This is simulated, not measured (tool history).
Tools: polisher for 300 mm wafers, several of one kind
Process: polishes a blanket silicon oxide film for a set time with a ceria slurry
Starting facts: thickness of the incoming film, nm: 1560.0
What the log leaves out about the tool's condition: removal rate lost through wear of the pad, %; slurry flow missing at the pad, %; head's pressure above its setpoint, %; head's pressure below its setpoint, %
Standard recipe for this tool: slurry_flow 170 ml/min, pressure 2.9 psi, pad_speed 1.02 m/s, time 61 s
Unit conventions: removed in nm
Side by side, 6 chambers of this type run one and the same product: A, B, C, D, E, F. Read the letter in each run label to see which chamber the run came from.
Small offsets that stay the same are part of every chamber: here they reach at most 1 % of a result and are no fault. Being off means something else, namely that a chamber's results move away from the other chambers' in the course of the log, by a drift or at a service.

| run | hour | slurry_flow | pressure | pad_speed | time | wafers polished on this pad | hours since the slurry nozzle was cleaned | hours since the head pressure was calibrated | removed |
|---|---|---|---|---|---|---|---|---|---|
| 1E | 10.2 | 170 | 2.9 | 1.02 | 61 | 366 | 169.7 | 191.5 | 242.03 |
|  | 14.6 | chamber A: worn pad replaced by a new one |
| 2B | 19.3 | 170 | 2.9 | 1.02 | 61 | 675 | 346.0 | 267.5 | 243.39 |
| 3F | 32.7 | 170 | 2.9 | 1.02 | 61 | 916 | 213.2 | 644.1 | 244.15 |
| 4A | 47.7 | 170 | 2.9 | 1.02 | 61 | 254 | 314.2 | 60.1 | 247.36 |
|  | 49.6 | chamber B: slurry nozzle cleaned |
| 5D | 58.9 | 170 | 2.9 | 1.02 | 61 | 589 | 493.1 | 660.4 | 249.23 |
|  | 61.6 | chamber C: worn pad replaced by a new one |
| 6C | 73.6 | 170 | 2.9 | 1.02 | 61 | 92 | 390.1 | 724.6 | 244.26 |
|  | 77.1 | chamber F: worn pad replaced by a new one |
|  | 77.8 | chamber B: worn pad replaced by a new one |
| 7A | 85.8 | 170 | 2.9 | 1.02 | 61 | 546 | 352.3 | 98.2 | 245.12 |
|  | 87.1 | chamber D: worn pad replaced by a new one |
| 8E | 101.2 | 170 | 2.9 | 1.02 | 61 | 1064 | 260.7 | 282.5 | 241.98 |
|  | 106.5 | chamber C: head pressure recalibrated |
|  | 106.7 | chamber E: worn pad replaced by a new one |
| 9C | 109.5 | 170 | 2.9 | 1.02 | 61 | 367 | 426.0 | 3.0 | 241.42 |
|  | 116.1 | chamber A: worn pad replaced by a new one |
| 10F | 120.2 | 170 | 2.9 | 1.02 | 61 | 330 | 300.7 | 731.6 | 242.19 |
| 11B | 128.1 | 170 | 2.9 | 1.02 | 61 | 385 | 78.5 | 376.3 | 245.71 |
| 12D | 144.3 | 170 | 2.9 | 1.02 | 61 | 439 | 578.5 | 745.8 | 251.72 |
|  | 154.1 | chamber F: head pressure recalibrated |
| 13B | 155.0 | 170 | 2.9 | 1.02 | 61 | 592 | 105.4 | 403.2 | 242.46 |
| 14A | 171.0 | 170 | 2.9 | 1.02 | 61 | 421 | 437.5 | 183.4 | 242.09 |
| 15D | 184.3 | 170 | 2.9 | 1.02 | 61 | 745 | 618.5 | 785.8 | 242.51 |
| 16C | 193.9 | 200 | 2.1 | 1.02 | 61 | 1014 | 510.4 | 87.4 | 178.50 |
|  | 199.6 | chamber D: head pressure recalibrated |
| 17E | 207.2 | 200 | 2.1 | 1.02 | 61 | 771 | 366.7 | 388.5 | 182.13 |
|  | 214.1 | chamber B: worn pad replaced by a new one |
|  | 215.2 | chamber A: worn pad replaced by a new one |
|  | 219.0 | chamber D: worn pad replaced by a new one |
| 18F | 219.6 | 200 | 2.1 | 1.02 | 61 | 1092 | 400.1 | 65.5 | 163.10 |
|  | 222.3 | chamber E: worn pad replaced by a new one |
| 19A | 230.7 | 200 | 2.1 | 1.02 | 61 | 119 | 497.2 | 243.1 | 182.26 |
| 20E | 241.4 | 200 | 2.1 | 1.02 | 61 | 147 | 400.9 | 422.7 | 181.63 |
|  | 241.6 | chamber C: worn pad replaced by a new one |
| 21B | 248.8 | 200 | 2.1 | 1.02 | 61 | 266 | 199.2 | 497.0 | 179.44 |
| 22C | 263.4 | 205 | 3.3 | 1.02 | 61 | 167 | 579.9 | 156.9 | 282.15 |
|  | 265.4 | chamber F: worn pad replaced by a new one |
|  | 265.4 | chamber C: slurry nozzle cleaned |
| 23F | 275.7 | 205 | 3.3 | 1.02 | 61 | 79 | 456.2 | 121.6 | 259.53 |
| 24D | 289.9 | 205 | 3.3 | 1.02 | 61 | 544 | 724.1 | 90.3 | 281.09 |
| 25B | 299.9 | 205 | 3.3 | 1.02 | 61 | 658 | 250.3 | 548.1 | 289.52 |
| 26A | 309.4 | 205 | 3.3 | 1.02 | 61 | 722 | 575.9 | 321.8 | 282.45 |
| 27E | 317.8 | 205 | 3.3 | 1.02 | 61 | 733 | 477.3 | 499.1 | 284.33 |
|  | 329.0 | chamber A: worn pad replaced by a new one |
|  | 329.4 | chamber E: slurry nozzle cleaned |
| 28D | 333.9 | 170 | 2.9 | 1.02 | 61 | 881 | 768.1 | 134.3 | 242.30 |
|  | 335.1 | chamber D: worn pad replaced by a new one |
|  | 344.3 | chamber E: worn pad replaced by a new one |
| 29C | 344.8 | 170 | 2.9 | 1.02 | 61 | 792 | 79.5 | 238.3 | 240.10 |
| 30F | 352.3 | 170 | 2.9 | 1.02 | 61 | 667 | 532.8 | 198.2 | 225.03 |
|  | 352.5 | chamber B: worn pad replaced by a new one |
| 31B | 368.4 | 170 | 2.9 | 1.02 | 61 | 122 | 318.8 | 616.6 | 246.08 |
| 32A | 381.0 | 170 | 2.9 | 1.02 | 61 | 398 | 647.5 | 393.4 | 240.34 |
|  | 388.9 | chamber F: slurry nozzle cleaned |
| 33C | 391.0 | 170 | 2.9 | 1.02 | 61 | 1146 | 125.7 | 284.5 | 243.97 |
|  | 397.3 | chamber B: slurry nozzle cleaned |
| 34E | 403.0 | 170 | 2.9 | 1.02 | 61 | 450 | 73.6 | 584.3 | 245.53 |
| 35D | 413.4 | 170 | 2.9 | 1.02 | 61 | 600 | 847.6 | 213.8 | 247.01 |
| 36F | 425.2 | 170 | 2.9 | 1.02 | 61 | 1226 | 36.4 | 271.1 | 221.96 |
| 37F | 436.8 | 170 | 2.9 | 1.02 | 61 | 1315 | 48.0 | 282.7 | 218.53 |
|  | 442.3 | chamber D: slurry nozzle cleaned |
| 38B | 447.7 | 220 | 2.9 | 0.74 | 61 | 730 | 50.5 | 695.9 | 184.21 |
|  | 451.8 | chamber D: worn pad replaced by a new one |
|  | 456.0 | chamber C: worn pad replaced by a new one |
| 39E | 460.0 | 220 | 2.9 | 0.74 | 61 | 888 | 130.6 | 641.3 | 186.43 |
| 40D | 474.1 | 220 | 2.9 | 0.74 | 61 | 171 | 31.9 | 274.5 | 186.24 |
| 41C | 489.5 | 220 | 2.9 | 0.74 | 61 | 257 | 224.2 | 383.0 | 181.97 |

All chambers now run identical settings, listed one chamber a line with results as question marks. What results will each chamber show?
| 42A | 501.3 | 170 | 2.9 | 0.90 | 61 |  |  |  | ? |
| 42B | 501.3 | 170 | 2.9 | 0.90 | 61 |  |  |  | ? |
| 42C | 501.3 | 170 | 2.9 | 0.90 | 61 |  |  |  | ? |
| 42D | 501.3 | 170 | 2.9 | 0.90 | 61 |  |  |  | ? |
| 42E | 501.3 | 170 | 2.9 | 0.90 | 61 |  |  |  | ? |
| 42F | 501.3 | 170 | 2.9 | 0.90 | 61 |  |  |  | ? |

| run | removed |
|---|---|
| 42A | 210.27 |
| 42B | 215.83 |
| 42C | 210.17 |
| 42D | 214.91 |
| 42E | 215.82 |
| 42F | 191.33 |
